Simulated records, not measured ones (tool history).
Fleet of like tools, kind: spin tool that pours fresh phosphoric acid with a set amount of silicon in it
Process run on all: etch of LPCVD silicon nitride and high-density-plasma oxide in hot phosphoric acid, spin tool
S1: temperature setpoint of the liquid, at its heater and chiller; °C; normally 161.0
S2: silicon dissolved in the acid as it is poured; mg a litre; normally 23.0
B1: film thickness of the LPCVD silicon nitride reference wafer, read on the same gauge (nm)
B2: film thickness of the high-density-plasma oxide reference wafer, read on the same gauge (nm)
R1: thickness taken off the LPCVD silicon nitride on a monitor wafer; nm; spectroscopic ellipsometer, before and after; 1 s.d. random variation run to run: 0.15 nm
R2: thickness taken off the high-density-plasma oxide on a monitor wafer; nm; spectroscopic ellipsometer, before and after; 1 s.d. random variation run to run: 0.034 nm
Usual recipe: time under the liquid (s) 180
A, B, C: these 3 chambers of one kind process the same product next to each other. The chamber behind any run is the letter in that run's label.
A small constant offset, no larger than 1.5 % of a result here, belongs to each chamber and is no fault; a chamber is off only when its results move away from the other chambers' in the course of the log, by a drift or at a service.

At hour 0.5: chamber B: thermometer replaced.
Run 1B, hour 12.7: usual settings; B1 100.020; B2 100.010. Result: R1 14.5840 nm, R2 0.46005 nm.
At hour 17.7: chamber A: thermometer replaced.
Run 2C, hour 25.0: usual settings; B1 100.020; B2 99.994. Result: R1 14.6790 nm, R2 0.40915 nm.
Run 3A, hour 36.6: usual settings; B1 100.010; B2 100.030. Result: R1 14.7090 nm, R2 0.50216 nm.
Run 4A, hour 50.5: usual settings; B1 100.030; B2 99.978. Result: R1 14.6580 nm, R2 0.52864 nm.
At hour 58.8: chamber C: dissolved silicon flow meter replaced.
Run 5B, hour 61.4: usual settings; B1 99.963; B2 99.972. Result: R1 14.4040 nm, R2 0.44626 nm.
Run 6C, hour 68.4: usual settings; B1 99.978; B2 99.982. Result: R1 14.7870 nm, R2 0.46540 nm.
Run 7A, hour 75.0: usual settings; B1 100.000; B2 99.967. Result: R1 14.8550 nm, R2 0.54132 nm.
Run 8C, hour 89.4: usual settings; B1 99.975; B2 99.992. Result: R1 14.6020 nm, R2 0.42991 nm.
Run 9B, hour 101.0: usual settings; B1 99.992; B2 99.978. Result: R1 14.4010 nm, R2 0.49519 nm.
Run 10C, hour 110.1: usual settings; B1 99.997; B2 100.010. Result: R1 14.6940 nm, R2 0.50223 nm.
Run 11A, hour 122.3: usual settings; B1 99.990; B2 99.999. Result: R1 14.6360 nm, R2 0.46081 nm.
Run 12B, hour 132.9: usual settings; B1 99.985; B2 99.992. Result: R1 14.4860 nm, R2 0.48233 nm.
Run 13C, hour 147.3: usual settings but S2 13.0 mg a litre, time under the liquid (s) 130; B1 100.040; B2 100.010. Result: R1 10.6520 nm, R2 0.41582 nm.
Run 14A, hour 159.7: usual settings but S2 13.0 mg a litre, time under the liquid (s) 130; B1 99.982; B2 99.967. Result: R1 10.8060 nm, R2 0.48329 nm.
At hour 169.1: chamber A: dissolved silicon flow meter replaced.
Run 15B, hour 169.4: usual settings but S2 13.0 mg a litre, time under the liquid (s) 130; B1 100.000; B2 99.986. Result: R1 10.3670 nm, R2 0.45103 nm.
Run 16B, hour 183.0: usual settings; B1 99.976; B2 99.978. Result: R1 14.4270 nm, R2 0.43640 nm.
Run 17A, hour 192.6: usual settings; B1 100.040; B2 100.010. Result: R1 14.8610 nm, R2 0.40304 nm.
Run 18C, hour 206.3: usual settings but time under the liquid (s) 100; B1 99.999; B2 100.010. Result: R1 8.0447 nm, R2 0.23177 nm.
Run 19C, hour 217.8: usual settings but time under the liquid (s) 100; B1 100.010; B2 100.020. Result: R1 8.1619 nm, R2 0.21966 nm.
Run 20B, hour 231.8: usual settings but time under the liquid (s) 100; B1 100.000; B2 99.997. Result: R1 8.0890 nm, R2 0.24095 nm.
Run 21A, hour 245.3: usual settings; B1 100.040; B2 99.981. Result: R1 14.7610 nm, R2 0.44236 nm.
Run 22B, hour 254.1: usual settings; B1 100.030; B2 99.998. Result: R1 14.4350 nm, R2 0.42630 nm.
Run 23C, hour 261.0: usual settings but S2 10.0 mg a litre, time under the liquid (s) 280; B1 100.020; B2 99.975. Result: R1 22.7810 nm, R2 1.00090 nm.
Run 24A, hour 267.7: usual settings but S2 10.0 mg a litre, time under the liquid (s) 280; B1 100.020; B2 100.000. Result: R1 22.8290 nm, R2 0.95309 nm.
Run 25B, hour 282.9: usual settings but S2 10.0 mg a litre, time under the liquid (s) 280; B1 100.000; B2 100.020. Result: R1 22.6180 nm, R2 1.01580 nm.
Run 26A, hour 291.6: usual settings but time under the liquid (s) 250; B1 99.997; B2 100.020. Result: R1 20.2260 nm, R2 0.55416 nm.
Run 27C, hour 304.2: usual settings but time under the liquid (s) 250; B1 99.993; B2 100.020. Result: R1 20.0810 nm, R2 0.67009 nm.
Run 28C, hour 317.8: usual settings but time under the liquid (s) 250; B1 99.990; B2 99.971. Result: R1 20.1060 nm, R2 0.63060 nm.
At hour 318.9: chamber C: thermometer replaced.
Run 29B, hour 325.6: usual settings; B1 100.000; B2 99.987. Result: R1 14.3990 nm, R2 0.46613 nm.
Run 30A, hour 339.8: usual settings; B1 100.000; B2 100.040. Result: R1 14.7110 nm, R2 0.43435 nm.
Run 31C, hour 346.6: usual settings; B1 99.972; B2 99.975. Result: R1 14.7740 nm, R2 0.48612 nm.
Run 32B, hour 360.3: usual settings; B1 99.998; B2 100.060. Result: R1 14.4230 nm, R2 0.43170 nm.
Run 33A, hour 370.9: usual settings; B1 99.988; B2 100.030. Result: R1 14.6510 nm, R2 0.42924 nm.
Run 34C, hour 378.1: usual settings; B1 100.020; B2 99.957. Result: R1 14.6420 nm, R2 0.44701 nm.
Run 35A, hour 385.6: usual settings but S1 158.5 °C, S2 14.0 mg a litre; B1 99.965; B2 100.010. Result: R1 13.4370 nm, R2 0.36845 nm.
Run 36B, hour 395.7: usual settings but S1 158.5 °C, S2 14.0 mg a litre; B1 99.955; B2 100.010. Result: R1 13.5100 nm, R2 0.45509 nm.
Run 37B, hour 403.7: usual settings but S1 158.5 °C, S2 14.0 mg a litre; B1 99.964; B2 99.993. Result: R1 13.4170 nm, R2 0.47050 nm.
Run 38C, hour 416.4: usual settings; B1 99.991; B2 99.996. Result: R1 14.6530 nm, R2 0.48361 nm.
Run 39A, hour 427.6: usual settings; B1 99.976; B2 100.000. Result: R1 14.3570 nm, R2 0.47197 nm.
Run 40B, hour 436.1: usual settings; B1 99.949; B2 100.000. Result: R1 14.3800 nm, R2 0.40098 nm.

Next, all 3 chambers run the settings below, one line each with question marks for the results. What does each chamber give?
Run 41A, hour 447.2: usual settings but S2 12.5 mg a litre. Result: R1 ?, R2 ?.
Run 41B, hour 447.2: usual settings but S2 12.5 mg a litre. Result: R1 ?, R2 ?.
Run 41C, hour 447.2: usual settings but S2 12.5 mg a litre. Result: R1 ?, R2 ?.

run       R1       R2
41A  14.7950  0.60536
41B  14.1890  0.61286
41C  14.8600  0.54720

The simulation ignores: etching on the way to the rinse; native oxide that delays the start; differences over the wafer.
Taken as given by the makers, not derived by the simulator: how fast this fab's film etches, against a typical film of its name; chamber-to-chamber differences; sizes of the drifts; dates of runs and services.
